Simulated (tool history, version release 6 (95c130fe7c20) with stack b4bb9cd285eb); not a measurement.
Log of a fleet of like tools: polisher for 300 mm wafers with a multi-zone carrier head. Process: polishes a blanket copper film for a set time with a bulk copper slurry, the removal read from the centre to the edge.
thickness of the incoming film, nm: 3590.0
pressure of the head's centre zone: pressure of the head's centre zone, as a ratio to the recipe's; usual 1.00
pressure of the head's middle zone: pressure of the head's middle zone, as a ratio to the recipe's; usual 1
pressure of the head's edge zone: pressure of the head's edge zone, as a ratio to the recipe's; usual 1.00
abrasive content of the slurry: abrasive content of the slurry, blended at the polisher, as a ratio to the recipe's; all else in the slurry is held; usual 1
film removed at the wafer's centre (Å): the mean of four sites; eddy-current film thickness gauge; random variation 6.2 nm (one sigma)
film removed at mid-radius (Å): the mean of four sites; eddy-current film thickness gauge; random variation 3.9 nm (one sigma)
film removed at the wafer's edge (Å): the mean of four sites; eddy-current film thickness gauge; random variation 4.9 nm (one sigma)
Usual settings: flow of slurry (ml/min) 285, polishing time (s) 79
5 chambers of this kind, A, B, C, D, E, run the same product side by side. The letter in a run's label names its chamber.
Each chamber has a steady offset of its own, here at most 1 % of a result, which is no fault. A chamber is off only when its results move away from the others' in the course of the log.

run	day	flow of slurry (ml/min)	pressure of the head's centre zone	pressure of the head's middle zone	pressure of the head's edge zone	abrasive content of the slurry	polishing time (s)	wafers polished on this pad	hours since the slurry nozzle was cleaned	hours since the centre zone pressure was calibrated	hours since the edge zone pressure was calibrated	film removed at the wafer's centre (Å)	film removed at mid-radius (Å)	film removed at the wafer's edge (Å)
1D	0.325	285	1.00	1	1.00	1	79	619	743.1	358.3	66.9	5146.2	5149.6	5061.6
2B	0.638	285	1.00	1	1.00	1	79	107	237.8	651.8	237.7	5207.6	5113.0	5175.9
# day 0.975: chamber D: worn pad replaced by a new one
3E	1.133	285	1.00	1	1.00	1	79	570	311.8	621.0	139.1	5144.6	5148.7	5133.9
4C	1.583	285	1.00	1	1.00	1	79	797	421.7	327.6	123.0	4935.8	5178.6	5092.5
5A	2.229	285	1.00	1	1.00	1	79	340	118.8	567.9	396.5	5108.3	5159.0	5052.2
# day 2.292: chamber D: slurry nozzle cleaned
6C	2.600	285	1.00	1	1.00	1	79	951	446.1	352.0	147.4	5073.5	5170.8	5067.1
7B	2.971	285	1.00	1	1.00	1	79	462	293.8	707.8	293.7	5193.4	5164.9	5130.6
8E	3.612	285	1.00	1	1.00	1	79	947	371.3	680.5	198.6	4964.8	5128.3	5169.3
# day 3.975: chamber C: centre zone pressure recalibrated
# day 4.000: chamber C: worn pad replaced by a new one
9D	4.071	285	1.00	1	1.00	1	79	470	42.7	448.2	156.8	5172.2	5101.8	5099.1
10A	4.512	285	1.00	1	1.00	1	79	688	173.6	622.7	451.3	5029.2	5146.4	5121.8
# day 4.904: chamber E: worn pad replaced by a new one
11C	5.158	285	1.00	1	1.00	1	79	176	507.5	28.4	208.8	5061.1	5227.1	5052.7
12E	5.667	375	1.00	1	1.00	1	79	116	420.6	729.8	247.9	5297.0	5286.0	5221.8
13A	6.262	375	1.00	1	1.00	1	79	954	215.6	664.7	493.3	5251.6	5219.3	5141.7
# day 6.346: chamber D: worn pad replaced by a new one
# day 6.492: chamber A: worn pad replaced by a new one
14B	6.758	375	1.00	1	1.00	1	79	1037	384.7	798.7	384.6	5366.4	5256.9	5198.0
15D	7.375	375	1.00	1	1.00	1	79	156	122.0	527.5	236.1	5251.0	5276.9	5283.8
16D	7.721	375	1.00	1	1.00	1	79	209	130.3	535.8	244.4	5207.3	5260.4	5170.0
17E	8.396	285	1.00	1	1.00	1	79	531	486.1	795.3	313.4	5230.9	5198.7	5247.2
# day 8.504: chamber B: worn pad replaced by a new one
# day 8.671: chamber A: edge zone pressure recalibrated
18C	8.954	285	0.88	1	1.11	1	79	753	598.6	119.5	299.9	4445.1	5116.5	5498.0
19B	9.638	285	0.88	1	1.11	1	79	172	453.8	867.8	453.7	4559.9	5135.8	5433.9
20A	10.238	285	0.88	1	1.11	1	79	569	311.0	760.1	37.7	4384.7	5189.6	5378.9
# day 10.696: chamber E: slurry nozzle cleaned
21C	10.821	285	0.88	1	1.11	1	79	1037	643.4	164.3	344.7	4494.4	5099.7	5393.5
# day 11.296: chamber D: worn pad replaced by a new one
22A	11.504	285	0.88	1	1.11	1	79	762	341.4	790.5	68.1	4486.1	5089.1	5436.6
# day 11.654: chamber B: centre zone pressure recalibrated
23D	12.029	285	1.00	1	1.00	1	79	111	233.7	639.2	347.8	4891.9	5134.9	5170.8
# day 12.350: chamber A: worn pad replaced by a new one
24E	12.379	285	1.00	1	1.00	1	79	1136	40.4	890.9	409.0	5159.9	5147.1	5204.9
# day 12.600: chamber C: worn pad replaced by a new one
25B	13.000	285	1.00	1	1.00	1	79	684	534.5	32.3	534.4	5255.4	5175.1	5134.0
# day 13.075: chamber C: edge zone pressure recalibrated
# day 13.550: chamber E: worn pad replaced by a new one
26E	13.579	285	1.00	1	1.00	1	79	5	69.2	919.7	437.8	5072.2	5191.5	5117.8
# day 13.842: chamber C: slurry nozzle cleaned
27C	14.042	320	1.00	1	0.91	1	79	219	4.8	241.6	23.3	5138.4	5235.3	4898.9
28B	14.429	320	1.00	1	0.91	1	79	901	568.8	66.6	568.7	5162.3	5154.7	4867.4
# day 14.858: chamber A: slurry nozzle cleaned
29D	14.996	320	1.00	1	0.91	1	79	562	304.9	710.4	419.0	4928.3	5207.5	4898.6
30A	15.683	320	1.00	1	0.91	1	79	507	19.9	890.8	168.4	5195.5	5123.1	4871.3
# day 15.921: chamber D: edge zone pressure recalibrated
31E	16.250	320	1.00	1	0.91	1	79	411	133.3	983.8	501.9	5379.2	5194.7	4882.5
# day 16.562: chamber C: centre zone pressure recalibrated
# day 16.600: chamber D: worn pad replaced by a new one
32D	16.654	285	1.00	1	1.00	1	79	8	344.7	750.2	17.7	4702.7	5176.9	5180.1
33B	17.004	285	1.00	1	1.00	1	79	1292	630.6	128.4	630.5	5113.7	5079.3	5097.7
34C	17.371	285	1.00	1	1.00	1	79	725	84.7	19.5	103.2	5027.8	5120.5	5113.3
35A	17.783	285	1.00	1	1.00	1	79	826	70.3	941.2	218.8	5056.3	5197.5	5156.3
36E	18.383	285	1.00	1	1.11	1	53	735	184.5	1035.0	553.1	3504.8	3453.6	3744.9
37B	18.967	285	1.00	1	1.11	1	53	1591	677.7	175.5	677.6	3457.0	3430.3	3657.1
38C	19.471	285	1.00	1	1.11	1	53	1044	135.1	69.9	153.6	3352.0	3468.0	3630.7
39D	20.021	285	1.00	1	1.11	1	53	520	425.5	831.0	98.5	3008.9	3445.3	3627.3

What goes on in this fleet: one chamber off, a drifting gauge, or nothing beyond the chambers' own small offsets? Name the chamber and the cause, if any.

Chamber D drifts away from the others.
Cause: centre zone's pressure below its setpoint, % = 9.33.

Here are 4 candidates for chamber D's next run, each the usual settings with a change, their results left as question marks. Which one brings its results back in line with what the others give on the usual settings?
In line means no further than this from the other chambers' mean on the usual settings: film removed at the wafer's centre (Å) 210.0; film removed at mid-radius (Å) 140.0; film removed at the wafer's edge (Å) 170.0
40D-1	20.517	290	1.09	0.98	0.97	1	80					?	?	?
40D-2	20.517	285	0.97	1.01	1.01	1	79					?	?	?
40D-3	20.517	280	0.91	1.02	1.03	1	78					?	?	?
40D-4	20.517	285	1.03	0.99	0.99	1	79					?	?	?

The other chambers' mean on the usual settings: film removed at the wafer's centre (Å) 5124.1; film removed at mid-radius (Å) 5127.6; film removed at the wafer's edge (Å) 5110.2
run	film removed at the wafer's centre (Å)	film removed at mid-radius (Å)	film removed at the wafer's edge (Å)
40D-1	5078.7	5086.1	5122.0
40D-2	4410.5	5158.0	5155.5
40D-3	4052.5	5131.3	5134.9
40D-4	4707.8	5062.2	5103.8
40D-1 brings the chamber back in line.
